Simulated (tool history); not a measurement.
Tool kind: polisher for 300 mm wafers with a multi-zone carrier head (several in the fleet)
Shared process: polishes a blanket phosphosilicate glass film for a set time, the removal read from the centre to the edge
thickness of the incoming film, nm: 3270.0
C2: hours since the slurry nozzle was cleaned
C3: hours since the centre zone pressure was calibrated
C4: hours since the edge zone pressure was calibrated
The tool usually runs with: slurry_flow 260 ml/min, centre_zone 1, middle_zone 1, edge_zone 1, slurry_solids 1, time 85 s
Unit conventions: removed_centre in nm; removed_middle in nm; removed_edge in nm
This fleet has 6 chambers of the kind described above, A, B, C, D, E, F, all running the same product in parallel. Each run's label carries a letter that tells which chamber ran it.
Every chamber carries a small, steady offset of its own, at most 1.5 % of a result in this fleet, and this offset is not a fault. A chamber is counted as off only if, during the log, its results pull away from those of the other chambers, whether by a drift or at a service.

{"hour": 0.3, "done": "chamber B: worn pad replaced by a new one"}
{"hour": 2.1, "done": "chamber A: edge zone pressure recalibrated"}
{"hour": 6.2, "done": "chamber F: slurry nozzle cleaned"}
{"run": "1B", "hour": 7.4, "slurry_flow": 260, "centre_zone": 1, "middle_zone": 1, "edge_zone": 1, "slurry_solids": 1, "time": 85, "wafers polished on this pad": 53, "C2": 70.9, "C3": 753.7, "C4": 861.6, "removed_centre": 463.47, "removed_middle": 461.4, "removed_edge": 455.61}
{"run": "2A", "hour": 14.3, "slurry_flow": 260, "centre_zone": 1, "middle_zone": 1, "edge_zone": 1, "slurry_solids": 1, "time": 85, "wafers polished on this pad": 317, "C2": 113, "C3": 318.8, "C4": 12.3, "removed_centre": 469.21, "removed_middle": 469.53, "removed_edge": 461.57}
{"run": "3F", "hour": 19.5, "slurry_flow": 260, "centre_zone": 1, "middle_zone": 1, "edge_zone": 1, "slurry_solids": 1, "time": 85, "wafers polished on this pad": 422, "C2": 13.3, "C3": 1476.9, "C4": 519, "removed_centre": 467.56, "removed_middle": 457.07, "removed_edge": 469.39}
{"hour": 22.9, "done": "chamber F: edge zone pressure recalibrated"}
{"hour": 25.1, "done": "chamber F: centre zone pressure recalibrated"}
{"run": "4D", "hour": 26.3, "slurry_flow": 260, "centre_zone": 1, "middle_zone": 1, "edge_zone": 1, "slurry_solids": 1, "time": 85, "wafers polished on this pad": 627, "C2": 51.4, "C3": 36.9, "C4": 30.7, "removed_centre": 464.94, "removed_middle": 462.4, "removed_edge": 470.08}
{"run": "5C", "hour": 32.9, "slurry_flow": 260, "centre_zone": 1, "middle_zone": 1, "edge_zone": 1, "slurry_solids": 1, "time": 85, "wafers polished on this pad": 433, "C2": 493.3, "C3": 477.2, "C4": 38.1, "removed_centre": 468.59, "removed_middle": 463.66, "removed_edge": 468.34}
{"run": "6E", "hour": 38.9, "slurry_flow": 260, "centre_zone": 1, "middle_zone": 1, "edge_zone": 1, "slurry_solids": 1, "time": 85, "wafers polished on this pad": 558, "C2": 248.5, "C3": 682, "C4": 717.2, "removed_centre": 456.79, "removed_middle": 460.52, "removed_edge": 467.12}
{"hour": 41.8, "done": "chamber A: worn pad replaced by a new one"}
{"run": "7E", "hour": 42.9, "slurry_flow": 260, "centre_zone": 1, "middle_zone": 1, "edge_zone": 1, "slurry_solids": 1, "time": 85, "wafers polished on this pad": 588, "C2": 252.5, "C3": 686, "C4": 721.2, "removed_centre": 455.41, "removed_middle": 452.11, "removed_edge": 460.42}
{"run": "8C", "hour": 46.9, "slurry_flow": 260, "centre_zone": 1, "middle_zone": 1, "edge_zone": 1, "slurry_solids": 1, "time": 85, "wafers polished on this pad": 539, "C2": 507.3, "C3": 491.2, "C4": 52.1, "removed_centre": 478.54, "removed_middle": 467.68, "removed_edge": 458.08}
{"run": "9A", "hour": 51.0, "slurry_flow": 260, "centre_zone": 1, "middle_zone": 1, "edge_zone": 1, "slurry_solids": 1.1, "time": 110, "wafers polished on this pad": 70, "C2": 149.7, "C3": 355.5, "C4": 49, "removed_centre": 627.81, "removed_middle": 634.16, "removed_edge": 619.84}
{"run": "10B", "hour": 56.1, "slurry_flow": 260, "centre_zone": 1, "middle_zone": 1, "edge_zone": 1, "slurry_solids": 1.1, "time": 110, "wafers polished on this pad": 421, "C2": 119.6, "C3": 802.4, "C4": 910.3, "removed_centre": 618.72, "removed_middle": 632.56, "removed_edge": 616.92}
{"run": "11D", "hour": 61.1, "slurry_flow": 260, "centre_zone": 1, "middle_zone": 1, "edge_zone": 1, "slurry_solids": 1.1, "time": 110, "wafers polished on this pad": 890, "C2": 86.2, "C3": 71.7, "C4": 65.5, "removed_centre": 619.46, "removed_middle": 611.24, "removed_edge": 625.93}
{"hour": 64.8, "done": "chamber B: worn pad replaced by a new one"}
{"run": "12F", "hour": 66.6, "slurry_flow": 260, "centre_zone": 1, "middle_zone": 1, "edge_zone": 1, "slurry_solids": 1.1, "time": 110, "wafers polished on this pad": 778, "C2": 60.4, "C3": 41.5, "C4": 43.7, "removed_centre": 631.88, "removed_middle": 612.82, "removed_edge": 640.83}
{"run": "13F", "hour": 72.1, "slurry_flow": 260, "centre_zone": 1, "middle_zone": 1, "edge_zone": 1, "slurry_solids": 1.1, "time": 110, "wafers polished on this pad": 820, "C2": 65.9, "C3": 47, "C4": 49.2, "removed_centre": 607.94, "removed_middle": 620.59, "removed_edge": 631.13}
{"run": "14C", "hour": 79.6, "slurry_flow": 260, "centre_zone": 1, "middle_zone": 1, "edge_zone": 1, "slurry_solids": 1.1, "time": 110, "wafers polished on this pad": 786, "C2": 540, "C3": 523.9, "C4": 84.8, "removed_centre": 626.74, "removed_middle": 622.45, "removed_edge": 632.72}
{"hour": 82.9, "done": "chamber F: worn pad replaced by a new one"}
{"hour": 83.1, "done": "chamber E: worn pad replaced by a new one"}
{"run": "15B", "hour": 84.6, "slurry_flow": 260, "centre_zone": 1, "middle_zone": 1, "edge_zone": 1, "slurry_solids": 1, "time": 85, "wafers polished on this pad": 150, "C2": 148.1, "C3": 830.9, "C4": 938.8, "removed_centre": 461.1, "removed_middle": 460.38, "removed_edge": 464.78}
{"run": "16D", "hour": 91.6, "slurry_flow": 260, "centre_zone": 1, "middle_zone": 1, "edge_zone": 1, "slurry_solids": 1, "time": 85, "wafers polished on this pad": 1120, "C2": 116.7, "C3": 102.2, "C4": 96, "removed_centre": 452.76, "removed_middle": 455.79, "removed_edge": 470.83}
{"run": "17E", "hour": 96.7, "slurry_flow": 260, "centre_zone": 1, "middle_zone": 1, "edge_zone": 1, "slurry_solids": 1, "time": 85, "wafers polished on this pad": 102, "C2": 306.3, "C3": 739.8, "C4": 775, "removed_centre": 458.85, "removed_middle": 454.92, "removed_edge": 470.71}
{"run": "18A", "hour": 100.6, "slurry_flow": 260, "centre_zone": 1, "middle_zone": 1, "edge_zone": 1, "slurry_solids": 1, "time": 85, "wafers polished on this pad": 445, "C2": 199.3, "C3": 405.1, "C4": 98.6, "removed_centre": 473.14, "removed_middle": 462.84, "removed_edge": 461.4}
{"run": "19A", "hour": 107.5, "slurry_flow": 260, "centre_zone": 1, "middle_zone": 1, "edge_zone": 1, "slurry_solids": 1, "time": 85, "wafers polished on this pad": 497, "C2": 206.2, "C3": 412, "C4": 105.5, "removed_centre": 465.95, "removed_middle": 465.48, "removed_edge": 465.98}
{"run": "20B", "hour": 111.4, "slurry_flow": 260, "centre_zone": 1, "middle_zone": 1, "edge_zone": 1, "slurry_solids": 1, "time": 85, "wafers polished on this pad": 352, "C2": 174.9, "C3": 857.7, "C4": 965.6, "removed_centre": 461.28, "removed_middle": 467.78, "removed_edge": 454.81}
{"run": "21D", "hour": 119.0, "slurry_flow": 260, "centre_zone": 1, "middle_zone": 1, "edge_zone": 1, "slurry_solids": 1, "time": 85, "wafers polished on this pad": 1327, "C2": 144.1, "C3": 129.6, "C4": 123.4, "removed_centre": 465.08, "removed_middle": 468.64, "removed_edge": 461.3}
{"hour": 120.1, "done": "chamber B: centre zone pressure recalibrated"}
{"run": "22C", "hour": 123.6, "slurry_flow": 260, "centre_zone": 1, "middle_zone": 1, "edge_zone": 1, "slurry_solids": 1, "time": 85, "wafers polished on this pad": 1119, "C2": 584, "C3": 567.9, "C4": 128.8, "removed_centre": 466.09, "removed_middle": 465.08, "removed_edge": 467.46}
{"hour": 124.9, "done": "chamber A: worn pad replaced by a new one"}
{"run": "23E", "hour": 130.0, "slurry_flow": 260, "centre_zone": 1, "middle_zone": 1, "edge_zone": 1, "slurry_solids": 1, "time": 85, "wafers polished on this pad": 354, "C2": 339.6, "C3": 773.1, "C4": 808.3, "removed_centre": 458.63, "removed_middle": 460.84, "removed_edge": 464.72}
{"run": "24F", "hour": 136.7, "slurry_flow": 260, "centre_zone": 1, "middle_zone": 1, "edge_zone": 1, "slurry_solids": 1, "time": 85, "wafers polished on this pad": 407, "C2": 130.5, "C3": 111.6, "C4": 113.8, "removed_centre": 459.31, "removed_middle": 464.27, "removed_edge": 468.33}
{"hour": 141.6, "done": "chamber D: worn pad replaced by a new one"}
{"hour": 142.3, "done": "chamber B: worn pad replaced by a new one"}
{"run": "25F", "hour": 144.3, "slurry_flow": 260, "centre_zone": 1, "middle_zone": 1, "edge_zone": 1, "slurry_solids": 1, "time": 85, "wafers polished on this pad": 464, "C2": 138.1, "C3": 119.2, "C4": 121.4, "removed_centre": 464.39, "removed_middle": 456, "removed_edge": 472.7}
{"run": "26D", "hour": 150.9, "slurry_flow": 260, "centre_zone": 1, "middle_zone": 1, "edge_zone": 1, "slurry_solids": 1, "time": 85, "wafers polished on this pad": 70, "C2": 176, "C3": 161.5, "C4": 155.3, "removed_centre": 459, "removed_middle": 471.54, "removed_edge": 469.44}
{"run": "27C", "hour": 154.8, "slurry_flow": 260, "centre_zone": 1, "middle_zone": 0.96, "edge_zone": 1, "slurry_solids": 1, "time": 111, "wafers polished on this pad": 1355, "C2": 615.2, "C3": 599.1, "C4": 160, "removed_centre": 605.42, "removed_middle": 584.37, "removed_edge": 603.04}
{"hour": 158.8, "done": "chamber A: slurry nozzle cleaned"}
{"run": "28A", "hour": 162.1, "slurry_flow": 260, "centre_zone": 1, "middle_zone": 0.96, "edge_zone": 1, "slurry_solids": 1, "time": 111, "wafers polished on this pad": 281, "C2": 3.4, "C3": 466.6, "C4": 160.1, "removed_centre": 618.45, "removed_middle": 584.28, "removed_edge": 589.78}
{"hour": 164.6, "done": "chamber C: slurry nozzle cleaned"}
{"run": "29E", "hour": 168.5, "slurry_flow": 260, "centre_zone": 1, "middle_zone": 0.96, "edge_zone": 1, "slurry_solids": 1, "time": 111, "wafers polished on this pad": 645, "C2": 378.1, "C3": 811.6, "C4": 846.8, "removed_centre": 603.37, "removed_middle": 569.95, "removed_edge": 609.03}
{"run": "30B", "hour": 174.9, "slurry_flow": 260, "centre_zone": 1, "middle_zone": 0.96, "edge_zone": 1, "slurry_solids": 1, "time": 111, "wafers polished on this pad": 246, "C2": 238.4, "C3": 54.8, "C4": 1029.1, "removed_centre": 537.05, "removed_middle": 588.13, "removed_edge": 601.19}
{"run": "31C", "hour": 180.5, "slurry_flow": 260, "centre_zone": 1, "middle_zone": 0.96, "edge_zone": 1, "slurry_solids": 1, "time": 111, "wafers polished on this pad": 1549, "C2": 16, "C3": 624.8, "C4": 185.7, "removed_centre": 600.75, "removed_middle": 581.86, "removed_edge": 614.42}
{"hour": 180.9, "done": "chamber C: centre zone pressure recalibrated"}
{"run": "32A", "hour": 185.5, "slurry_flow": 260, "centre_zone": 1, "middle_zone": 0.96, "edge_zone": 1, "slurry_solids": 1, "time": 111, "wafers polished on this pad": 458, "C2": 26.8, "C3": 490, "C4": 183.5, "removed_centre": 610.17, "removed_middle": 595.22, "removed_edge": 612.23}
{"hour": 187.0, "done": "chamber C: worn pad replaced by a new one"}
{"run": "33F", "hour": 191.9, "slurry_flow": 300, "centre_zone": 1, "middle_zone": 0.94, "edge_zone": 1, "slurry_solids": 1, "time": 85, "wafers polished on this pad": 824, "C2": 185.7, "C3": 166.8, "C4": 169, "removed_centre": 463.93, "removed_middle": 443.6, "removed_edge": 471.21}
{"hour": 192.5, "done": "chamber E: worn pad replaced by a new one"}
{"run": "34E", "hour": 197.0, "slurry_flow": 300, "centre_zone": 1, "middle_zone": 0.94, "edge_zone": 1, "slurry_solids": 1, "time": 85, "wafers polished on this pad": 34, "C2": 406.6, "C3": 840.1, "C4": 875.3, "removed_centre": 470.25, "removed_middle": 435.57, "removed_edge": 480.59}
{"run": "35D", "hour": 200.5, "slurry_flow": 300, "centre_zone": 1, "middle_zone": 0.94, "edge_zone": 1, "slurry_solids": 1, "time": 85, "wafers polished on this pad": 445, "C2": 225.6, "C3": 211.1, "C4": 204.9, "removed_centre": 469.39, "removed_middle": 441.28, "removed_edge": 469.44}
{"run": "36B", "hour": 204.1, "slurry_flow": 300, "centre_zone": 1, "middle_zone": 0.94, "edge_zone": 1, "slurry_solids": 1, "time": 85, "wafers polished on this pad": 467, "C2": 267.6, "C3": 84, "C4": 1058.3, "removed_centre": 408.53, "removed_middle": 452.05, "removed_edge": 460.16}
{"run": "37E", "hour": 210.4, "slurry_flow": 300, "centre_zone": 1, "middle_zone": 0.94, "edge_zone": 1, "slurry_solids": 1, "time": 85, "wafers polished on this pad": 135, "C2": 420, "C3": 853.5, "C4": 888.7, "removed_centre": 465.86, "removed_middle": 440.73, "removed_edge": 464.54}
{"run": "38D", "hour": 215.5, "slurry_flow": 300, "centre_zone": 1, "middle_zone": 0.94, "edge_zone": 1, "slurry_solids": 1, "time": 85, "wafers polished on this pad": 558, "C2": 240.6, "C3": 226.1, "C4": 219.9, "removed_centre": 454.95, "removed_middle": 437.16, "removed_edge": 473.28}
{"hour": 218.2, "done": "chamber B: worn pad replaced by a new one"}
{"run": "39B", "hour": 220.2, "slurry_flow": 260, "centre_zone": 1, "middle_zone": 1, "edge_zone": 1, "slurry_solids": 1, "time": 85, "wafers polished on this pad": 15, "C2": 283.7, "C3": 100.1, "C4": 1074.4, "removed_centre": 405.63, "removed_middle": 458.76, "removed_edge": 450.55}
{"run": "40C", "hour": 224.8, "slurry_flow": 260, "centre_zone": 1.07, "middle_zone": 1, "edge_zone": 1, "slurry_solids": 1, "time": 98, "wafers polished on this pad": 286, "C2": 60.3, "C3": 44, "C4": 230, "removed_centre": 578.13, "removed_middle": 534.51, "removed_edge": 534.17}

All chambers now run identical settings, listed one chamber a line with results as question marks. What results will each chamber show?
{"run": "41A", "hour": 230.5, "slurry_flow": 260, "centre_zone": 1, "middle_zone": 1, "edge_zone": 1, "slurry_solids": 1, "time": 85, "removed_centre": "?", "removed_middle": "?", "removed_edge": "?"}
{"run": "41B", "hour": 230.5, "slurry_flow": 260, "centre_zone": 1, "middle_zone": 1, "edge_zone": 1, "slurry_solids": 1, "time": 85, "removed_centre": "?", "removed_middle": "?", "removed_edge": "?"}
{"run": "41C", "hour": 230.5, "slurry_flow": 260, "centre_zone": 1, "middle_zone": 1, "edge_zone": 1, "slurry_solids": 1, "time": 85, "removed_centre": "?", "removed_middle": "?", "removed_edge": "?"}
{"run": "41D", "hour": 230.5, "slurry_flow": 260, "centre_zone": 1, "middle_zone": 1, "edge_zone": 1, "slurry_solids": 1, "time": 85, "removed_centre": "?", "removed_middle": "?", "removed_edge": "?"}
{"run": "41E", "hour": 230.5, "slurry_flow": 260, "centre_zone": 1, "middle_zone": 1, "edge_zone": 1, "slurry_solids": 1, "time": 85, "removed_centre": "?", "removed_middle": "?", "removed_edge": "?"}
{"run": "41F", "hour": 230.5, "slurry_flow": 260, "centre_zone": 1, "middle_zone": 1, "edge_zone": 1, "slurry_solids": 1, "time": 85, "removed_centre": "?", "removed_middle": "?", "removed_edge": "?"}

run=41A removed_centre=458.71 removed_middle=467.9 removed_edge=453.89
run=41B removed_centre=407.12 removed_middle=466.8 removed_edge=463.09
run=41C removed_centre=464.01 removed_middle=460.9 removed_edge=464.47
run=41D removed_centre=454.69 removed_middle=461.08 removed_edge=465.71
run=41E removed_centre=460.87 removed_middle=456.91 removed_edge=461.41
run=41F removed_centre=456.79 removed_middle=462.39 removed_edge=455.75
